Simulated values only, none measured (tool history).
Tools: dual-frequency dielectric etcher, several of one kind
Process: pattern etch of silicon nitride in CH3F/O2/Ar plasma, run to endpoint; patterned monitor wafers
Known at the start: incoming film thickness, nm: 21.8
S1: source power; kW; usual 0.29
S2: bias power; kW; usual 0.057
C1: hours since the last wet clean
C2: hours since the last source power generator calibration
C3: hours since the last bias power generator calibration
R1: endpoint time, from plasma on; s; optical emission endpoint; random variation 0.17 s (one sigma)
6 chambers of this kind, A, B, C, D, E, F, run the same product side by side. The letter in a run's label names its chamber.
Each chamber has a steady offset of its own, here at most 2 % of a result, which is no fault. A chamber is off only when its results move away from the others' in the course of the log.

run 1E hour=5.1 | S1=0.29 S2=0.057 | C1=7.8 C2=1297.5 C3=2885.2 | R1=38.672
run 2D hour=8.2 | S1=0.29 S2=0.057 | C1=327.3 C2=2832.7 C3=119.5 | R1=38.049
run 3C hour=12.3 | S1=0.29 S2=0.057 | C1=340.1 C2=2942.9 C3=1360 | R1=38.893
run 4A hour=16 | S1=0.29 S2=0.057 | C1=224.4 C2=1451.3 C3=392.7 | R1=39.148
-- hour=19.5 chamber B: wet clean of the chamber
run 5F hour=19.8 | S1=0.25 S2=0.048 | C1=136.8 C2=190.6 C3=2138.1 | R1=43.22
run 6B hour=24.6 | S1=0.25 S2=0.048 | C1=5.1 C2=3164.7 C3=948.4 | R1=43.107
run 7E hour=29.1 | S1=0.25 S2=0.048 | C1=31.8 C2=1321.5 C3=2909.2 | R1=43.086
run 8A hour=31.8 | S1=0.25 S2=0.048 | C1=240.2 C2=1467.1 C3=408.5 | R1=43.463
run 9C hour=34.1 | S1=0.25 S2=0.048 | C1=361.9 C2=2964.7 C3=1381.8 | R1=43.324
run 10B hour=37.8 | S1=0.25 S2=0.048 | C1=18.3 C2=3177.9 C3=961.6 | R1=43.397
run 11F hour=41.4 | S1=0.29 S2=0.057 | C1=158.4 C2=212.2 C3=2159.7 | R1=38.301
run 12D hour=43.8 | S1=0.29 S2=0.057 | C1=362.9 C2=2868.3 C3=155.1 | R1=38.004
run 13A hour=47.8 | S1=0.29 S2=0.057 | C1=256.2 C2=1483.1 C3=424.5 | R1=38.814
run 14E hour=50.4 | S1=0.29 S2=0.057 | C1=53.1 C2=1342.8 C3=2930.5 | R1=38.402
run 15D hour=54.9 | S1=0.29 S2=0.057 | C1=374 C2=2879.4 C3=166.2 | R1=37.847
run 16C hour=59.2 | S1=0.29 S2=0.057 | C1=387 C2=2989.8 C3=1406.9 | R1=38.726
run 17B hour=61.7 | S1=0.29 S2=0.057 | C1=42.2 C2=3201.8 C3=985.5 | R1=39.023
run 18F hour=64.7 | S1=0.29 S2=0.057 | C1=181.7 C2=235.5 C3=2183 | R1=38.13
run 19E hour=67.9 | S1=0.29 S2=0.057 | C1=70.6 C2=1360.3 C3=2948 | R1=38.634
run 20A hour=70.5 | S1=0.32 S2=0.057 | C1=278.9 C2=1505.8 C3=447.2 | R1=37.324
run 21D hour=73 | S1=0.32 S2=0.057 | C1=392.1 C2=2897.5 C3=184.3 | R1=36.332
run 22C hour=76.1 | S1=0.32 S2=0.057 | C1=403.9 C2=3006.7 C3=1423.8 | R1=37.332
run 23B hour=80 | S1=0.32 S2=0.057 | C1=60.5 C2=3220.1 C3=1003.8 | R1=37.345
run 24F hour=82.8 | S1=0.32 S2=0.057 | C1=199.8 C2=253.6 C3=2201.1 | R1=37.18
-- hour=85.7 chamber D: wet clean of the chamber
run 25E hour=86.4 | S1=0.32 S2=0.057 | C1=89.1 C2=1378.8 C3=2966.5 | R1=36.843
run 26D hour=89 | S1=0.29 S2=0.057 | C1=3.3 C2=2913.5 C3=200.3 | R1=37.075
run 27B hour=92.3 | S1=0.29 S2=0.057 | C1=72.8 C2=3232.4 C3=1016.1 | R1=38.815
run 28F hour=95.7 | S1=0.29 S2=0.057 | C1=212.7 C2=266.5 C3=2214 | R1=38.585
run 29C hour=98.7 | S1=0.29 S2=0.057 | C1=426.5 C2=3029.3 C3=1446.4 | R1=38.787
run 30A hour=103.1 | S1=0.29 S2=0.057 | C1=311.5 C2=1538.4 C3=479.8 | R1=38.538
run 31D hour=107.7 | S1=0.29 S2=0.057 | C1=22 C2=2932.2 C3=219 | R1=36.696
run 32B hour=111.3 | S1=0.29 S2=0.057 | C1=91.8 C2=3251.4 C3=1035.1 | R1=38.421
run 33F hour=114.2 | S1=0.29 S2=0.057 | C1=231.2 C2=285 C3=2232.5 | R1=38.609
run 34A hour=119.3 | S1=0.29 S2=0.057 | C1=327.7 C2=1554.6 C3=496 | R1=38.755
run 35C hour=123.3 | S1=0.29 S2=0.057 | C1=451.1 C2=3053.9 C3=1471 | R1=38.308
run 36E hour=127.8 | S1=0.29 S2=0.057 | C1=130.5 C2=1420.2 C3=3007.9 | R1=38.538
run 37F hour=132.3 | S1=0.29 S2=0.057 | C1=249.3 C2=303.1 C3=2250.6 | R1=38.229
run 38E hour=137.2 | S1=0.29 S2=0.057 | C1=139.9 C2=1429.6 C3=3017.3 | R1=38.377
run 39B hour=140.1 | S1=0.29 S2=0.057 | C1=120.6 C2=3280.2 C3=1063.9 | R1=38.58
run 40A hour=144 | S1=0.29 S2=0.057 | C1=352.4 C2=1579.3 C3=520.7 | R1=38.494
run 41C hour=146.7 | S1=0.29 S2=0.057 | C1=474.5 C2=3077.3 C3=1494.4 | R1=38.437
run 42D hour=150.5 | S1=0.29 S2=0.057 | C1=64.8 C2=2975 C3=261.8 | R1=37.195
run 43E hour=153.4 | S1=0.29 S2=0.057 | C1=156.1 C2=1445.8 C3=3033.5 | R1=38.659
run 44B hour=155.7 | S1=0.29 S2=0.057 | C1=136.2 C2=3295.8 C3=1079.5 | R1=38.436

What goes on in this fleet: one chamber off, a drifting gauge, or nothing beyond the chambers' own small offsets? Name the chamber and the cause, if any.

A service left chamber D off against the others.
Cause: etch rate over this chamber's usual, % = 2.53.

Here are 4 candidates for chamber D's next run, each the usual settings with a change, their results left as question marks. Which one brings its results back in line with what the others give on the usual settings?
In line means no further than this from the other chambers' mean on the usual settings: R1 0.6 s
run 45D-1 hour=159.4 | S1=0.29 S2=0.043 | R1=?
run 45D-2 hour=159.4 | S1=0.37 S2=0.057 | R1=?
run 45D-3 hour=159.4 | S1=0.27 S2=0.054 | R1=?
run 45D-4 hour=159.4 | S1=0.31 S2=0.06 | R1=?

The other chambers' mean on the usual settings: R1 38.597 s
run=45D-1 R1=40.338
run=45D-2 R1=33.564
run=45D-3 R1=38.606
run=45D-4 R1=35.349
45D-3 brings the chamber back in line.

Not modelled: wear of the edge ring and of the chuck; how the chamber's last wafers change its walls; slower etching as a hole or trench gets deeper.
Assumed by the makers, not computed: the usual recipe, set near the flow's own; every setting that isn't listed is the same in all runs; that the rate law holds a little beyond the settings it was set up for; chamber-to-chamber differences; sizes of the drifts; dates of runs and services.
